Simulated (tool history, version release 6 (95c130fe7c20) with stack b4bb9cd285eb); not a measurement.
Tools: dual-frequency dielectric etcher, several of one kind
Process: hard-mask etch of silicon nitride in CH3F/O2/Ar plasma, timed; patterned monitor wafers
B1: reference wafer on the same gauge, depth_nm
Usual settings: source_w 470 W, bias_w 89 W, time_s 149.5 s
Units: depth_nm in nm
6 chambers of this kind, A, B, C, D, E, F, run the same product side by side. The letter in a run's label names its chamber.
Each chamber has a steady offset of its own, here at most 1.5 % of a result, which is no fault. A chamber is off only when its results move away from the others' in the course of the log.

{"run": "1B", "hour": 6.2, "source_w": 470, "bias_w": 89, "time_s": 149.5, "B1": 113.97, "depth_nm": 121.27}
{"run": "2E", "hour": 10.0, "source_w": 470, "bias_w": 89, "time_s": 149.5, "B1": 113.95, "depth_nm": 119.45}
{"run": "3D", "hour": 13.6, "source_w": 470, "bias_w": 89, "time_s": 149.5, "B1": 113.99, "depth_nm": 119.78}
{"run": "4A", "hour": 19.1, "source_w": 470, "bias_w": 89, "time_s": 149.5, "B1": 113.91, "depth_nm": 118.8}
{"run": "5C", "hour": 24.1, "source_w": 470, "bias_w": 89, "time_s": 149.5, "B1": 113.91, "depth_nm": 119.08}
{"run": "6F", "hour": 30.3, "source_w": 470, "bias_w": 89, "time_s": 149.5, "B1": 113.89, "depth_nm": 120.68}
{"run": "7E", "hour": 35.3, "source_w": 470, "bias_w": 89, "time_s": 149.5, "B1": 113.93, "depth_nm": 119.59}
{"run": "8D", "hour": 38.9, "source_w": 470, "bias_w": 89, "time_s": 149.5, "B1": 113.85, "depth_nm": 119.27}
{"run": "9A", "hour": 45.2, "source_w": 470, "bias_w": 89, "time_s": 149.5, "B1": 113.91, "depth_nm": 118.4}
{"run": "10C", "hour": 50.1, "source_w": 470, "bias_w": 89, "time_s": 149.5, "B1": 113.84, "depth_nm": 119.17}
{"hour": 51.3, "done": "chamber B: source power generator calibrated"}
{"run": "11B", "hour": 53.3, "source_w": 470, "bias_w": 109, "time_s": 179.0, "B1": 113.81, "depth_nm": 156.24}
{"run": "12F", "hour": 58.6, "source_w": 470, "bias_w": 109, "time_s": 179.0, "B1": 113.81, "depth_nm": 155.38}
{"hour": 64.2, "done": "chamber B: wet clean of the chamber"}
{"run": "13C", "hour": 64.4, "source_w": 470, "bias_w": 109, "time_s": 179.0, "B1": 113.81, "depth_nm": 153.51}
{"run": "14E", "hour": 68.2, "source_w": 470, "bias_w": 109, "time_s": 179.0, "B1": 113.78, "depth_nm": 153.62}
{"run": "15A", "hour": 71.6, "source_w": 470, "bias_w": 109, "time_s": 179.0, "B1": 113.77, "depth_nm": 152.67}
{"run": "16D", "hour": 77.6, "source_w": 470, "bias_w": 109, "time_s": 179.0, "B1": 113.73, "depth_nm": 153.21}
{"hour": 78.1, "done": "chamber D: bias power generator calibrated"}
{"hour": 78.5, "done": "chamber E: wet clean of the chamber"}
{"hour": 78.7, "done": "chamber D: wet clean of the chamber"}
{"run": "17F", "hour": 81.3, "source_w": 470, "bias_w": 89, "time_s": 149.5, "B1": 113.74, "depth_nm": 120.39}
{"run": "18B", "hour": 87.6, "source_w": 470, "bias_w": 103, "time_s": 149.5, "B1": 113.69, "depth_nm": 127.36}
{"run": "19B", "hour": 90.5, "source_w": 470, "bias_w": 103, "time_s": 149.5, "B1": 113.7, "depth_nm": 127.08}
{"run": "20C", "hour": 94.8, "source_w": 470, "bias_w": 103, "time_s": 149.5, "B1": 113.67, "depth_nm": 125.3}
{"run": "21E", "hour": 99.1, "source_w": 470, "bias_w": 103, "time_s": 149.5, "B1": 113.68, "depth_nm": 126.0}
{"run": "22A", "hour": 105.2, "source_w": 470, "bias_w": 103, "time_s": 149.5, "B1": 113.66, "depth_nm": 124.88}
{"run": "23D", "hour": 108.4, "source_w": 470, "bias_w": 103, "time_s": 149.5, "B1": 113.63, "depth_nm": 125.99}
{"run": "24F", "hour": 111.4, "source_w": 470, "bias_w": 89, "time_s": 149.5, "B1": 113.66, "depth_nm": 120.06}
{"run": "25F", "hour": 115.6, "source_w": 470, "bias_w": 89, "time_s": 149.5, "B1": 113.6, "depth_nm": 120.44}
{"run": "26C", "hour": 118.6, "source_w": 390, "bias_w": 100, "time_s": 149.5, "B1": 113.62, "depth_nm": 115.44}
{"run": "27A", "hour": 122.9, "source_w": 390, "bias_w": 100, "time_s": 149.5, "B1": 113.6, "depth_nm": 115.16}
{"run": "28E", "hour": 129.0, "source_w": 390, "bias_w": 100, "time_s": 149.5, "B1": 113.6, "depth_nm": 116.24}
{"run": "29D", "hour": 134.3, "source_w": 390, "bias_w": 100, "time_s": 149.5, "B1": 113.54, "depth_nm": 116.04}
{"run": "30B", "hour": 137.4, "source_w": 390, "bias_w": 100, "time_s": 149.5, "B1": 113.54, "depth_nm": 117.31}
{"run": "31A", "hour": 140.8, "source_w": 390, "bias_w": 100, "time_s": 149.5, "B1": 113.56, "depth_nm": 114.87}
{"run": "32C", "hour": 145.6, "source_w": 470, "bias_w": 89, "time_s": 109.5, "B1": 113.5, "depth_nm": 87.122}
{"run": "33D", "hour": 151.1, "source_w": 470, "bias_w": 89, "time_s": 109.5, "B1": 113.47, "depth_nm": 87.348}
{"run": "34E", "hour": 156.7, "source_w": 470, "bias_w": 89, "time_s": 109.5, "B1": 113.52, "depth_nm": 87.026}
{"run": "35B", "hour": 161.4, "source_w": 470, "bias_w": 89, "time_s": 109.5, "B1": 113.48, "depth_nm": 88.507}
{"run": "36F", "hour": 165.4, "source_w": 470, "bias_w": 89, "time_s": 109.5, "B1": 113.42, "depth_nm": 88.172}
{"run": "37D", "hour": 169.9, "source_w": 470, "bias_w": 89, "time_s": 109.5, "B1": 113.43, "depth_nm": 87.267}
{"run": "38E", "hour": 174.0, "source_w": 470, "bias_w": 89, "time_s": 149.5, "B1": 113.41, "depth_nm": 119.09}
{"run": "39B", "hour": 177.8, "source_w": 470, "bias_w": 89, "time_s": 149.5, "B1": 113.44, "depth_nm": 120.69}
{"run": "40F", "hour": 182.5, "source_w": 470, "bias_w": 89, "time_s": 149.5, "B1": 113.41, "depth_nm": 119.72}
{"run": "41C", "hour": 186.8, "source_w": 470, "bias_w": 89, "time_s": 149.5, "B1": 113.38, "depth_nm": 118.39}
{"hour": 187.5, "done": "chamber A: wet clean of the chamber"}
{"run": "42A", "hour": 193.1, "source_w": 470, "bias_w": 82, "time_s": 192.5, "B1": 113.34, "depth_nm": 147.91}
{"run": "43F", "hour": 196.7, "source_w": 470, "bias_w": 82, "time_s": 192.5, "B1": 113.34, "depth_nm": 150.21}

Is one chamber off against the others, does the gauge drift, or is nothing wrong? If a chamber is off, say which, and what the likeliest cause is.

The gauge drifts, so all chambers seem to drift together. No chamber is off.
Cause: gauge reads low (%) = 0.582.

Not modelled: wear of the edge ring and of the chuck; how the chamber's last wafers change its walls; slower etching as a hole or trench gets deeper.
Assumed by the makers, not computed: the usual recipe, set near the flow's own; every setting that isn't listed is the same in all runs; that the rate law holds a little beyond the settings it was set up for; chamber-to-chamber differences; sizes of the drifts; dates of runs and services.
